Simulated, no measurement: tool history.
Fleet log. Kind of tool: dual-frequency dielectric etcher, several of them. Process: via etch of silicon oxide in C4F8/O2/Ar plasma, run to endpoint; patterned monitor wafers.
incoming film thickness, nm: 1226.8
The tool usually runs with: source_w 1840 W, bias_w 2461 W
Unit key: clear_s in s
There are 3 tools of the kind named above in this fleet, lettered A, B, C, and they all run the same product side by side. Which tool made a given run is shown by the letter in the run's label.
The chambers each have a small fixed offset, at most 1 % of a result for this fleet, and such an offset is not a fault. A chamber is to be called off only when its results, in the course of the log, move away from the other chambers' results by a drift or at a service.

run 1C hour=6.2 | source_w=1840 bias_w=2461 | clear_s=235.31
-- hour=15.2 chamber B: wet clean of the chamber
run 2A hour=18 | source_w=1840 bias_w=2461 | clear_s=235.93
run 3B hour=26 | source_w=1840 bias_w=2461 | clear_s=235.31
-- hour=27.7 chamber A: wet clean of the chamber
run 4A hour=32.3 | source_w=1840 bias_w=2461 | clear_s=232.09
run 5C hour=42.3 | source_w=1840 bias_w=2461 | clear_s=236.04
run 6B hour=52.5 | source_w=2270 bias_w=2461 | clear_s=217.42
run 7C hour=59 | source_w=2270 bias_w=2461 | clear_s=216.21
run 8A hour=69.6 | source_w=2270 bias_w=2461 | clear_s=215.41
run 9B hour=77.9 | source_w=1620 bias_w=2213 | clear_s=254.22
run 10C hour=86.9 | source_w=1620 bias_w=2213 | clear_s=253.3
run 11B hour=98.8 | source_w=1620 bias_w=2213 | clear_s=256.26
run 12A hour=108.7 | source_w=1620 bias_w=2461 | clear_s=245.56
run 13C hour=120.6 | source_w=1620 bias_w=2461 | clear_s=247.87
run 14B hour=128.4 | source_w=1620 bias_w=2461 | clear_s=248.98
run 15A hour=140 | source_w=1840 bias_w=2461 | clear_s=233.81
run 16A hour=149.4 | source_w=1840 bias_w=2461 | clear_s=232.96
run 17B hour=156.3 | source_w=2220 bias_w=1973 | clear_s=233.71
-- hour=163.6 chamber C: wet clean of the chamber
run 18C hour=166.2 | source_w=2220 bias_w=1973 | clear_s=231.7
run 19B hour=176.8 | source_w=2220 bias_w=1973 | clear_s=233.28
run 20C hour=186.7 | source_w=1840 bias_w=2461 | clear_s=235.94
run 21A hour=198.2 | source_w=1840 bias_w=2461 | clear_s=231.04
run 22A hour=209.7 | source_w=1840 bias_w=2461 | clear_s=233.66
run 23C hour=220.8 | source_w=1840 bias_w=2461 | clear_s=236.82
run 24B hour=230.9 | source_w=1840 bias_w=2461 | clear_s=235.68
run 25C hour=237.7 | source_w=1840 bias_w=2461 | clear_s=236.62
run 26A hour=243.2 | source_w=1840 bias_w=2461 | clear_s=234.31
run 27B hour=253.5 | source_w=1840 bias_w=2461 | clear_s=236.67
run 28B hour=265.6 | source_w=1840 bias_w=2461 | clear_s=236.85
run 29C hour=277.1 | source_w=1840 bias_w=2461 | clear_s=236.86
run 30A hour=286.7 | source_w=1840 bias_w=2461 | clear_s=233.53
run 31B hour=292.3 | source_w=1840 bias_w=2461 | clear_s=234.85
run 32A hour=303.9 | source_w=1460 bias_w=2877 | clear_s=242.09
run 33C hour=313.8 | source_w=1460 bias_w=2877 | clear_s=246.43
run 34A hour=322.2 | source_w=1460 bias_w=2877 | clear_s=242.63
run 35B hour=330.9 | source_w=1840 bias_w=2461 | clear_s=235.68

Which is it: a chamber that has drifted or been left off by a service, a gauge drift common to all chambers, or only each chamber's usual small offset? If a chamber is off, name it and its likeliest cause.

Nothing is wrong: each chamber keeps only its own small, steady offset and the gauge holds still.
